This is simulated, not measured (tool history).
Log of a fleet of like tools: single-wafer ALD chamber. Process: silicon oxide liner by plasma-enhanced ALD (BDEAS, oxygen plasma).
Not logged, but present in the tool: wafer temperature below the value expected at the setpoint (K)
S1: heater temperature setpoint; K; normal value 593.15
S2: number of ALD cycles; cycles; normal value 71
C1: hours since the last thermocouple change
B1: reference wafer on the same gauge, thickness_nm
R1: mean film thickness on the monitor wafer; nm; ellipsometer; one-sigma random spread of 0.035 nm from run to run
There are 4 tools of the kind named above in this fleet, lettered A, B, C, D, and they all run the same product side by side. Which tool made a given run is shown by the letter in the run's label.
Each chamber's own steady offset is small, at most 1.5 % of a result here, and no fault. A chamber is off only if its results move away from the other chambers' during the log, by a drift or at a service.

run 1C hour=5.9 | S1=593.15 S2=71 | C1=2120 | B1=7.2302 | R1=6.48
run 2D hour=14.4 | S1=593.15 S2=71 | C1=455.5 | B1=7.2108 | R1=6.414
-- hour=22.2 chamber C: thermocouple changed; heater temperature recalibrated
run 3B hour=22.2 | S1=593.15 S2=71 | C1=404.8 | B1=7.2101 | R1=6.4223
run 4A hour=27.5 | S1=593.15 S2=71 | C1=248 | B1=7.2199 | R1=6.3711
run 5A hour=35.8 | S1=593.15 S2=71 | C1=256.3 | B1=7.2145 | R1=6.3605
run 6C hour=40.6 | S1=593.15 S2=71 | C1=18.5 | B1=7.2294 | R1=6.4764
run 7D hour=49 | S1=593.15 S2=71 | C1=490.1 | B1=7.2163 | R1=6.4224
run 8B hour=54.5 | S1=579.15 S2=59 | C1=437.1 | B1=7.2141 | R1=5.4945
run 9C hour=62.4 | S1=579.15 S2=59 | C1=40.3 | B1=7.2273 | R1=5.5724
run 10D hour=69 | S1=579.15 S2=59 | C1=510.1 | B1=7.2295 | R1=5.4753
run 11A hour=73.4 | S1=579.15 S2=59 | C1=293.9 | B1=7.2143 | R1=5.4177
run 12B hour=80.4 | S1=593.15 S2=71 | C1=463 | B1=7.2292 | R1=6.4629
run 13A hour=84.7 | S1=593.15 S2=71 | C1=305.2 | B1=7.218 | R1=6.434
run 14C hour=89.2 | S1=593.15 S2=71 | C1=67.1 | B1=7.2219 | R1=6.5008
run 15B hour=96 | S1=593.15 S2=71 | C1=478.6 | B1=7.2165 | R1=6.462
run 16D hour=103.7 | S1=593.15 S2=71 | C1=544.8 | B1=7.2178 | R1=6.4625
run 17C hour=108 | S1=593.15 S2=71 | C1=85.9 | B1=7.2172 | R1=6.4909
run 18D hour=116 | S1=593.15 S2=71 | C1=557.1 | B1=7.2181 | R1=6.4572
run 19A hour=122.7 | S1=593.15 S2=71 | C1=343.2 | B1=7.2213 | R1=6.4007
run 20B hour=128.3 | S1=593.15 S2=71 | C1=510.9 | B1=7.2236 | R1=6.4336
run 21C hour=136.5 | S1=593.15 S2=71 | C1=114.4 | B1=7.2175 | R1=6.4989
run 22B hour=144 | S1=593.15 S2=71 | C1=526.6 | B1=7.2276 | R1=6.4494
run 23A hour=151.4 | S1=593.15 S2=71 | C1=371.9 | B1=7.2242 | R1=6.4028
run 24D hour=158 | S1=593.15 S2=71 | C1=599.1 | B1=7.2184 | R1=6.3796
run 25B hour=164.8 | S1=593.15 S2=71 | C1=547.4 | B1=7.2155 | R1=6.4611
run 26A hour=169.8 | S1=581.15 S2=65 | C1=390.3 | B1=7.2169 | R1=5.9753
run 27C hour=177.6 | S1=581.15 S2=65 | C1=155.5 | B1=7.226 | R1=6.0738
run 28D hour=181.9 | S1=581.15 S2=65 | C1=623 | B1=7.2223 | R1=6.0108
run 29C hour=190.3 | S1=581.15 S2=65 | C1=168.2 | B1=7.2201 | R1=6.1275
run 30A hour=194.2 | S1=593.15 S2=71 | C1=414.7 | B1=7.2214 | R1=6.4376
run 31D hour=199.6 | S1=585.15 S2=77 | C1=640.7 | B1=7.2179 | R1=7.0282
run 32B hour=203.4 | S1=585.15 S2=77 | C1=586 | B1=7.2169 | R1=7.0658
run 33A hour=210 | S1=585.15 S2=77 | C1=430.5 | B1=7.2149 | R1=7.0089
run 34C hour=218.5 | S1=585.15 S2=77 | C1=196.4 | B1=7.2194 | R1=7.0792
run 35B hour=225.9 | S1=593.15 S2=71 | C1=608.5 | B1=7.2144 | R1=6.4693
run 36D hour=230.2 | S1=593.15 S2=71 | C1=671.3 | B1=7.2256 | R1=6.3388
run 37B hour=236.8 | S1=593.15 S2=71 | C1=619.4 | B1=7.2149 | R1=6.509
run 38C hour=242.1 | S1=593.15 S2=71 | C1=220 | B1=7.2277 | R1=6.4288
run 39D hour=247 | S1=593.15 S2=71 | C1=688.1 | B1=7.2203 | R1=6.415
run 40A hour=255 | S1=593.15 S2=71 | C1=475.5 | B1=7.2178 | R1=6.4337
run 41D hour=262.9 | S1=593.15 S2=71 | C1=704 | B1=7.2279 | R1=6.4432

Is one chamber off against the others, does the gauge drift, or is nothing wrong? If a chamber is off, say which, and what the likeliest cause is.

The fleet is healthy, with each chamber sitting at its usual small offset and no drift in the gauge.
